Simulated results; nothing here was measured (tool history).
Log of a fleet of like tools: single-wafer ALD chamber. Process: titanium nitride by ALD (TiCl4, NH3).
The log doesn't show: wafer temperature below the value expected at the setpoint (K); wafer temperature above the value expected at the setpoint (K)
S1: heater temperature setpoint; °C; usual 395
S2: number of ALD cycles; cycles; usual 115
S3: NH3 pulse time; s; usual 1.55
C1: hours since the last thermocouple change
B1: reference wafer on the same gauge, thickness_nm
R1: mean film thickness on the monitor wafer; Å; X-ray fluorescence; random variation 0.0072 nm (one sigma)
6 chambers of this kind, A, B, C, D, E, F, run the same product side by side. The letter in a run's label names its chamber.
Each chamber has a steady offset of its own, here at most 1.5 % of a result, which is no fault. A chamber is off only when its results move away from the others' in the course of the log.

run 1F day=0.204 | S1=395 S2=115 S3=1.55 | C1=1042.9 | B1=2.9699 | R1=25.196
run 2B day=0.462 | S1=395 S2=115 S3=1.55 | C1=1074.4 | B1=2.9715 | R1=24.932
run 3A day=0.708 | S1=395 S2=115 S3=1.55 | C1=2042.8 | B1=2.9695 | R1=24.986
run 4E day=0.854 | S1=395 S2=115 S3=1.55 | C1=507 | B1=2.9708 | R1=25.01
run 5D day=1.088 | S1=395 S2=115 S3=1.55 | C1=49.8 | B1=2.9729 | R1=24.787
run 6C day=1.283 | S1=395 S2=115 S3=1.55 | C1=175.6 | B1=2.9718 | R1=25.188
run 7F day=1.504 | S1=384 S2=115 S3=1.55 | C1=1074.1 | B1=2.9722 | R1=24.816
run 8E day=1.629 | S1=384 S2=115 S3=1.55 | C1=525.6 | B1=2.9719 | R1=24.492
run 9D day=1.762 | S1=384 S2=115 S3=1.55 | C1=66 | B1=2.9695 | R1=24.313
run 10C day=2.029 | S1=384 S2=115 S3=1.55 | C1=193.5 | B1=2.9699 | R1=24.925
run 11B day=2.204 | S1=384 S2=115 S3=1.55 | C1=1116.2 | B1=2.9705 | R1=24.751
run 12A day=2.479 | S1=384 S2=115 S3=1.55 | C1=2085.3 | B1=2.9697 | R1=24.568
run 13A day=2.683 | S1=395 S2=115 S3=1.55 | C1=2090.2 | B1=2.9679 | R1=24.852
run 14F day=2.875 | S1=395 S2=115 S3=1.55 | C1=1107 | B1=2.9721 | R1=25.182
run 15B day=3.146 | S1=395 S2=115 S3=1.55 | C1=1138.8 | B1=2.9675 | R1=25.118
run 16D day=3.412 | S1=395 S2=115 S3=1.55 | C1=105.6 | B1=2.9695 | R1=24.644
run 17E day=3.688 | S1=395 S2=115 S3=1.55 | C1=575 | B1=2.9691 | R1=24.925
run 18C day=3.883 | S1=395 S2=115 S3=1.55 | C1=238 | B1=2.97 | R1=25.216
run 19D day=4.133 | S1=395 S2=115 S3=1.55 | C1=122.9 | B1=2.9693 | R1=24.679
run 20C day=4.371 | S1=403 S2=115 S3=1.55 | C1=249.7 | B1=2.9693 | R1=25.549
run 21B day=4.621 | S1=403 S2=115 S3=1.55 | C1=1174.2 | B1=2.9734 | R1=25.331
run 22F day=4.879 | S1=403 S2=115 S3=1.55 | C1=1155.1 | B1=2.9706 | R1=25.298
run 23E day=5.129 | S1=403 S2=115 S3=1.55 | C1=609.6 | B1=2.97 | R1=25.06
run 24A day=5.388 | S1=403 S2=115 S3=1.55 | C1=2155.1 | B1=2.972 | R1=25.101
run 25A day=5.633 | S1=403 S2=115 S3=1.55 | C1=2161 | B1=2.9707 | R1=25.184
run 26D day=5.862 | S1=395 S2=115 S3=1.55 | C1=164.4 | B1=2.9674 | R1=24.903
run 27F day=6.062 | S1=395 S2=115 S3=1.55 | C1=1183.5 | B1=2.9705 | R1=25.15
run 28E day=6.221 | S1=395 S2=115 S3=1.55 | C1=635.8 | B1=2.97 | R1=24.843
run 29B day=6.408 | S1=395 S2=115 S3=1.55 | C1=1217.1 | B1=2.9709 | R1=25.13
run 30C day=6.662 | S1=395 S2=115 S3=1.55 | C1=304.7 | B1=2.9697 | R1=25.252
run 31B day=6.8 | S1=395 S2=115 S3=1.55 | C1=1226.5 | B1=2.9687 | R1=25.001
run 32C day=7.054 | S1=395 S2=115 S3=1.55 | C1=314.1 | B1=2.9694 | R1=25.214
run 33A day=7.312 | S1=395 S2=115 S3=1.55 | C1=2201.3 | B1=2.9703 | R1=24.986
run 34F day=7.45 | S1=395 S2=115 S3=1.55 | C1=1216.8 | B1=2.9687 | R1=25.007
run 35E day=7.7 | S1=395 S2=115 S3=1.55 | C1=671.3 | B1=2.9681 | R1=25.013
run 36D day=7.942 | S1=395 S2=115 S3=1.55 | C1=214.3 | B1=2.9687 | R1=24.678
run 37E day=8.179 | S1=395 S2=115 S3=1.55 | C1=682.8 | B1=2.9709 | R1=24.963
run 38B day=8.396 | S1=395 S2=115 S3=1.55 | C1=1264.8 | B1=2.9682 | R1=25.005
run 39F day=8.562 | S1=402 S2=115 S3=1.09 | C1=1243.5 | B1=2.9701 | R1=24.984
run 40D day=8.821 | S1=402 S2=115 S3=1.09 | C1=235.4 | B1=2.9667 | R1=24.554
run 41A day=9.029 | S1=402 S2=115 S3=1.09 | C1=2242.5 | B1=2.9687 | R1=24.711
run 42C day=9.208 | S1=402 S2=115 S3=1.09 | C1=365.8 | B1=2.9707 | R1=25.016
run 43E day=9.438 | S1=402 S2=115 S3=1.09 | C1=713 | B1=2.9724 | R1=24.77

What goes on in this fleet: one chamber off, a drifting gauge, or nothing beyond the chambers' own small offsets? Name the chamber and the cause, if any.

No chamber stands off beyond its own small offset, and the gauge holds steady.
